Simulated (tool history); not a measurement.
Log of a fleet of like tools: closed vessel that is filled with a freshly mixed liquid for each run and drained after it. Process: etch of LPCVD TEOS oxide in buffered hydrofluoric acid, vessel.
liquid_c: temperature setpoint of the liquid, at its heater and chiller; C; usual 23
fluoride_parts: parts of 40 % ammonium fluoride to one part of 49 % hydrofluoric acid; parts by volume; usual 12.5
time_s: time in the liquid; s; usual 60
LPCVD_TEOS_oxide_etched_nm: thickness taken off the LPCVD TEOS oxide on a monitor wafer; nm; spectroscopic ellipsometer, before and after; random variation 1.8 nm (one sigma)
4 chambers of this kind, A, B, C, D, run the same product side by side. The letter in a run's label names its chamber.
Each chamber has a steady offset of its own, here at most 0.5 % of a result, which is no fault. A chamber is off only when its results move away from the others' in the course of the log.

run   hour  liquid_c  fluoride_parts  time_s  hours since the thermometer was replaced  hours since the hydrofluoric acid flow meter was replaced  read-back film thickness of the LPCVD TEOS oxide reference wafer, read on the same gauge (nm)  LPCVD_TEOS_oxide_etched_nm
 1B    5.9        23            12.5      60                                    1548.5                                                      432.4                                                                                         79.952                      204.36
 2A   11.7        23            12.5      60                                     670.5                                                     1664.3                                                                                         79.978                       208.8
 3D   16.1        23            12.5      60                                     737.7                                                      160.2                                                                                         79.966                      207.11
 4C   22.3        23            12.5      60                                    1046.9                                                      914.3                                                                                         80.004                      206.65
 5A   26.6        23            12.5      60                                     685.4                                                     1679.2                                                                                         80.041                      208.52
 6D   29.7        23            12.5      60                                     751.3                                                      173.8                                                                                         79.991                       207.3
 7C   36.2        23            12.5      60                                    1060.8                                                      928.2                                                                                         80.041                      210.06
 8B   41.6        23            12.5      60                                    1584.2                                                      468.1                                                                                          79.96                      203.83
 9D   46.7        23            12.5      60                                     768.3                                                      190.8                                                                                         79.998                      205.99
10B   49.9        23            12.5      60                                    1592.5                                                      476.4                                                                                         79.944                      204.02
11A   56.3        23            12.5      60                                     715.1                                                     1708.9                                                                                         80.017                      205.09
12C   63.1        23            12.5      60                                    1087.7                                                      955.1                                                                                         80.039                      207.54
13A   67.5        23            12.5      60                                     726.3                                                     1720.1                                                                                         80.033                      203.07
14D   72.6        19            12.5      60                                     794.2                                                      216.7                                                                                         80.028                      166.93
15B   76.7        19            12.5      60                                    1619.3                                                      503.2                                                                                         79.986                      159.07
16C     81        19            12.5      60                                    1105.6                                                        973                                                                                         80.033                      165.32
17D   86.5        19            12.5      60                                     808.1                                                      230.6                                                                                         80.004                      164.34
18B   92.1        23            12.5      60                                    1634.7                                                      518.6                                                                                         79.988                       199.5
19C   98.6        23            12.5      60                                    1123.2                                                      990.6                                                                                         80.014                      209.76
20A  102.9        23              10      60                                     761.7                                                     1755.5                                                                                         80.028                      256.51
21D  107.8        23              10      60                                     829.4                                                      251.9                                                                                         79.994                      258.13
22A    113        23              10      60                                     771.8                                                     1765.6                                                                                         79.982                      255.23
23C  118.2        23              10      60                                    1142.8                                                     1010.2                                                                                         79.977                      256.73
24B  122.4        23            12.5      60                                      1665                                                      548.9                                                                                         80.011                      193.55
25A  125.3        23            12.5      60                                     784.1                                                     1777.9                                                                                         80.021                      207.21
26C  129.6        23            12.5      60                                    1154.2                                                     1021.6                                                                                         79.966                      208.14
27D  135.8      20.5               9      60                                     857.4                                                      279.9                                                                                         80.007                      243.95
28B  139.9      20.5               9      60                                    1682.5                                                      566.4                                                                                         79.959                      226.87
29C  145.6      20.5               9      60                                    1170.2                                                     1037.6                                                                                         80.027                      239.96
30A  149.9      20.5               9      60                                     808.7                                                     1802.5                                                                                         79.989                      238.26
31B  156.4        23            12.5      60                                      1699                                                      582.9                                                                                         80.073                      191.33
32D  162.8        23            12.5      60                                     884.4                                                      306.9                                                                                         79.987                      209.26
33C  168.1        23            12.5      60                                    1192.7                                                     1060.1                                                                                         80.045                      207.27

Next, every chamber runs the same settings. What will each give?
34A   173      18.5            12.5      60                                                                                                                                                                                                                               ?
34B   173      18.5            12.5      60                                                                                                                                                                                                                               ?
34C   173      18.5            12.5      60                                                                                                                                                                                                                               ?
34D   173      18.5            12.5      60                                                                                                                                                                                                                               ?

run  LPCVD_TEOS_oxide_etched_nm
34A                      160.41
34B                      145.86
34C                      160.08
34D                      161.07
